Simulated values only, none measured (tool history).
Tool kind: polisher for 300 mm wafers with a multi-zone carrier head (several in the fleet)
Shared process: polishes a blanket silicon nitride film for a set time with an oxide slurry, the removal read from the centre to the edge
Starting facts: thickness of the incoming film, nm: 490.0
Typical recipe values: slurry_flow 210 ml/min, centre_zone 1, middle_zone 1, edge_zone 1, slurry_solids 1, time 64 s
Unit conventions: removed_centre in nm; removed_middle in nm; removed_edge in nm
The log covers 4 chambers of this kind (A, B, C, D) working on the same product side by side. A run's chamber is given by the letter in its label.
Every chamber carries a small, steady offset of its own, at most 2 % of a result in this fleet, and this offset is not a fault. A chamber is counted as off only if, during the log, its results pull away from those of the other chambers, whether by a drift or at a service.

| run | hour | slurry_flow | centre_zone | middle_zone | edge_zone | slurry_solids | time | removed_centre | removed_middle | removed_edge |
|---|---|---|---|---|---|---|---|---|---|---|
| 1B | 4.3 | 210 | 1 | 1 | 1 | 1 | 64 | 24.855 | 25.303 | 25.462 |
| 2A | 9.5 | 210 | 1 | 1 | 1 | 1 | 64 | 25.365 | 25.705 | 25.132 |
| 3C | 16 | 210 | 1 | 1 | 1 | 1 | 64 | 25.694 | 25.396 | 25.256 |
| 4D | 22.2 | 210 | 1 | 1 | 1 | 1 | 64 | 25.829 | 25.471 | 25.552 |
| 5D | 27.6 | 210 | 1 | 1 | 1 | 1 | 64 | 25.441 | 25.655 | 25.843 |
|  | 28.3 | chamber B: centre zone pressure recalibrated |
| 6A | 31.4 | 210 | 1 | 1 | 1 | 1 | 64 | 25.526 | 25.759 | 25.214 |
|  | 34.3 | chamber D: worn pad replaced by a new one |
| 7C | 37.4 | 210 | 0.95 | 1 | 1 | 1 | 64 | 24.033 | 25.461 | 25.31 |
| 8B | 44.2 | 210 | 0.95 | 1 | 1 | 1 | 64 | 23.933 | 25.239 | 25.326 |
|  | 46.3 | chamber B: worn pad replaced by a new one |
| 9B | 47.7 | 210 | 0.95 | 1 | 1 | 1 | 64 | 24.207 | 25.344 | 25.608 |
|  | 49.9 | chamber C: worn pad replaced by a new one |
| 10D | 52.9 | 210 | 0.95 | 1 | 1 | 1 | 64 | 24.149 | 25.414 | 25.885 |
| 11A | 58.8 | 210 | 1 | 1 | 1 | 1 | 64 | 25.845 | 25.205 | 24.979 |
| 12C | 65.2 | 210 | 1 | 1 | 1 | 1 | 64 | 25.457 | 25.483 | 25.393 |
|  | 67.9 | chamber A: worn pad replaced by a new one |
| 13C | 69.3 | 210 | 1 | 1 | 1 | 1 | 64 | 26.265 | 25.611 | 25.72 |
| 14B | 74.9 | 210 | 1 | 1 | 1 | 1 | 64 | 24.931 | 25.029 | 25.414 |
| 15D | 78.3 | 210 | 1 | 1 | 1 | 1 | 64 | 25.778 | 25.758 | 25.271 |
| 16A | 81.5 | 210 | 1 | 1 | 1 | 1 | 64 | 25.669 | 25.493 | 24.99 |
| 17D | 85.2 | 210 | 1 | 1 | 1 | 1 | 64 | 25.784 | 25.844 | 24.897 |
| 18B | 91.7 | 210 | 1 | 1 | 1 | 1 | 64 | 25.19 | 25.185 | 26.01 |
| 19C | 98.1 | 210 | 1 | 1 | 0.94 | 1 | 46 | 18.275 | 18.344 | 17.549 |
| 20A | 102.7 | 210 | 1 | 1 | 0.94 | 1 | 46 | 18.489 | 18.309 | 17.327 |
| 21C | 106.7 | 210 | 1 | 1 | 0.94 | 1 | 46 | 18.295 | 18.449 | 17.735 |
|  | 106.8 | chamber A: slurry nozzle cleaned |
| 22D | 112.9 | 210 | 1 | 1 | 0.94 | 1 | 46 | 18.638 | 18.195 | 17.731 |
| 23A | 116.2 | 210 | 1 | 1 | 1 | 1 | 64 | 25.485 | 25.418 | 25.334 |
| 24B | 121.9 | 210 | 1 | 1 | 1 | 1 | 64 | 25.377 | 25.427 | 25.727 |
|  | 124.5 | chamber D: worn pad replaced by a new one |
| 25B | 127.5 | 210 | 1 | 1 | 0.9 | 1 | 73 | 28.876 | 28.8 | 27.749 |
|  | 132.1 | chamber B: worn pad replaced by a new one |
| 26A | 133.6 | 210 | 1 | 1 | 0.9 | 1 | 73 | 29.444 | 29.244 | 27.045 |
| 27C | 137.6 | 210 | 1 | 1 | 0.9 | 1 | 73 | 28.573 | 28.971 | 27.414 |
| 28D | 141 | 210 | 1 | 1 | 0.9 | 1 | 73 | 28.807 | 29.254 | 27.407 |
| 29B | 144.8 | 210 | 1 | 1 | 1 | 1 | 64 | 25.004 | 25.236 | 25.715 |
|  | 150.5 | chamber C: slurry nozzle cleaned |
| 30C | 151.3 | 210 | 1 | 1 | 1 | 1 | 64 | 25.625 | 25.209 | 25.296 |
| 31A | 155.2 | 210 | 1 | 1 | 1 | 1 | 64 | 25.866 | 25.531 | 25.511 |
| 32D | 158.9 | 210 | 1 | 1 | 1 | 1 | 64 | 25.724 | 25.724 | 25.263 |
| 33C | 163.8 | 165 | 1 | 1 | 1 | 1 | 64 | 24.807 | 24.595 | 24.292 |
|  | 167.4 | chamber A: worn pad replaced by a new one |
| 34B | 171.1 | 165 | 1 | 1 | 1 | 1 | 64 | 24.134 | 24.284 | 24.609 |
| 35D | 174.8 | 165 | 1 | 1 | 1 | 1 | 64 | 25.219 | 24.628 | 24.642 |
| 36A | 180.5 | 165 | 1 | 1 | 1 | 1 | 64 | 24.22 | 24.615 | 24.551 |
| 37C | 185.8 | 210 | 1 | 1 | 1 | 1 | 64 | 25.09 | 25.65 | 24.786 |
| 38A | 192.1 | 210 | 1 | 1 | 1 | 1 | 64 | 25.513 | 25.587 | 25.824 |

Next, every chamber runs the same settings. What will each give?
| 39A | 197.4 | 210 | 1 | 1 | 1 | 1 | 64 | ? | ? | ? |
| 39B | 197.4 | 210 | 1 | 1 | 1 | 1 | 64 | ? | ? | ? |
| 39C | 197.4 | 210 | 1 | 1 | 1 | 1 | 64 | ? | ? | ? |
| 39D | 197.4 | 210 | 1 | 1 | 1 | 1 | 64 | ? | ? | ? |

| run | removed_centre | removed_middle | removed_edge |
|---|---|---|---|
| 39A | 25.879 | 25.452 | 25.388 |
| 39B | 24.64 | 25.542 | 25.575 |
| 39C | 25.861 | 25.383 | 25.218 |
| 39D | 25.395 | 25.418 | 25.419 |
